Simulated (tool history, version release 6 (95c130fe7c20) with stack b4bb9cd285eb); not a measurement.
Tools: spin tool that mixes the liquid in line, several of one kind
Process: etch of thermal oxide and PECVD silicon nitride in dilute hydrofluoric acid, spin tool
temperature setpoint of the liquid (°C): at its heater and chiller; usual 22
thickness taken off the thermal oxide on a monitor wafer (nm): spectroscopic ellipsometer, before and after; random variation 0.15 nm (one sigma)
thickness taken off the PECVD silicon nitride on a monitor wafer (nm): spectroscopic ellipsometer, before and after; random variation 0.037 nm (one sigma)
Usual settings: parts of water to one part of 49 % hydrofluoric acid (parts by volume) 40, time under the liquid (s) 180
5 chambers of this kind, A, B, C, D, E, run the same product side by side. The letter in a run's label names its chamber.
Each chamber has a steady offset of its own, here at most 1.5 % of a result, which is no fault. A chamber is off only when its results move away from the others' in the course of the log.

| run | hour | temperature setpoint of the liquid (°C) | parts of water to one part of 49 % hydrofluoric acid (parts by volume) | time under the liquid (s) | read-back film thickness of the thermal oxide reference wafer, read on the same gauge (nm) | read-back film thickness of the PECVD silicon nitride reference wafer, read on the same gauge (nm) | thickness taken off the thermal oxide on a monitor wafer (nm) | thickness taken off the PECVD silicon nitride on a monitor wafer (nm) |
|---|---|---|---|---|---|---|---|---|
| 1E | 4.9 | 22 | 40 | 180 | 99.991 | 50.015 | 21.008 | 6.6335 |
| 2D | 12.7 | 22 | 40 | 180 | 100 | 49.994 | 20.776 | 6.5772 |
| 3B | 23 | 22 | 40 | 180 | 99.999 | 49.927 | 20.61 | 6.6417 |
| 4C | 30.8 | 22 | 40 | 180 | 100 | 49.979 | 20.598 | 6.6659 |
| 5A | 39 | 22 | 40 | 180 | 99.994 | 50.014 | 20.767 | 6.5988 |
| 6E | 44.8 | 22 | 40 | 180 | 100.01 | 49.993 | 20.84 | 6.6717 |
| 7A | 50.6 | 22 | 40 | 180 | 99.978 | 49.948 | 20.578 | 6.5821 |
| 8C | 56.8 | 22 | 40 | 180 | 99.977 | 49.994 | 20.719 | 6.5815 |
| 9B | 65.6 | 22 | 35 | 180 | 100.02 | 49.983 | 23.718 | 7.5165 |
| 10D | 72.8 | 22 | 35 | 180 | 100.01 | 50.051 | 23.912 | 7.429 |
| 11C | 78.9 | 22 | 35 | 180 | 100 | 49.964 | 23.539 | 7.4677 |
| 12D | 87.1 | 22 | 35 | 180 | 99.991 | 49.966 | 23.809 | 7.4925 |
| 13B | 95.1 | 22 | 35 | 180 | 100.04 | 49.994 | 23.811 | 7.5023 |
|  | 100 | chamber B: hydrofluoric acid flow meter replaced |
| 14E | 103.4 | 22 | 40 | 180 | 100.01 | 49.993 | 20.945 | 6.6836 |
| 15A | 111.6 | 22 | 40 | 180 | 100.02 | 49.971 | 20.748 | 6.5828 |
|  | 117.9 | chamber E: hydrofluoric acid flow meter replaced |
| 16A | 119.4 | 22 | 40 | 180 | 100.01 | 50.033 | 20.643 | 6.6272 |
| 17D | 124.5 | 22 | 40 | 180 | 99.999 | 49.994 | 20.699 | 6.5737 |
| 18E | 131.6 | 22 | 40 | 180 | 100.01 | 50.018 | 20.732 | 6.6988 |
| 19B | 141.8 | 22 | 40 | 180 | 100.03 | 50.005 | 20.651 | 6.6549 |
| 20C | 150.4 | 22 | 40 | 180 | 100.05 | 49.951 | 20.338 | 6.5976 |
| 21C | 157.5 | 22 | 40 | 180 | 99.986 | 50.017 | 20.651 | 6.5789 |
| 22D | 163.5 | 22 | 40 | 180 | 100.03 | 50.014 | 20.765 | 6.5522 |
| 23B | 169.3 | 22 | 40 | 180 | 100 | 50.031 | 20.984 | 6.6483 |
| 24A | 176 | 22 | 40 | 180 | 99.983 | 49.94 | 20.828 | 6.6488 |
| 25E | 183.4 | 22 | 40 | 180 | 100.01 | 49.993 | 20.836 | 6.6169 |
| 26E | 190.1 | 22 | 55 | 180 | 100.05 | 49.981 | 14.827 | 4.8422 |
| 27B | 199.4 | 22 | 55 | 180 | 99.955 | 49.979 | 14.748 | 4.8583 |
| 28A | 207.3 | 22 | 55 | 180 | 100.02 | 50.043 | 14.912 | 4.8684 |
| 29D | 215.5 | 22 | 55 | 180 | 99.995 | 50.001 | 14.969 | 4.8163 |
| 30C | 223.1 | 22 | 55 | 180 | 100 | 50.046 | 14.759 | 4.8119 |
| 31E | 231.5 | 20 | 40 | 180 | 99.997 | 49.999 | 19.199 | 5.7569 |
| 32D | 241.4 | 20 | 40 | 180 | 99.936 | 49.964 | 18.953 | 5.6099 |
| 33C | 248.2 | 20 | 40 | 180 | 100.04 | 49.955 | 18.752 | 5.7317 |
| 34A | 255.4 | 20 | 40 | 180 | 99.984 | 49.966 | 19.181 | 5.8355 |
| 35B | 262 | 20 | 40 | 180 | 99.975 | 50.015 | 19.086 | 5.79 |
| 36D | 269.8 | 22 | 40 | 180 | 99.994 | 50.006 | 20.923 | 6.5999 |
| 37E | 278.5 | 22 | 40 | 180 | 100.02 | 50.039 | 20.757 | 6.6091 |
| 38A | 283.1 | 22 | 40 | 180 | 100.02 | 49.999 | 21.05 | 6.672 |

What goes on in this fleet: one chamber off, a drifting gauge, or nothing beyond the chambers' own small offsets? Name the chamber and the cause, if any.

No chamber stands off beyond its own small offset, and the gauge holds steady.
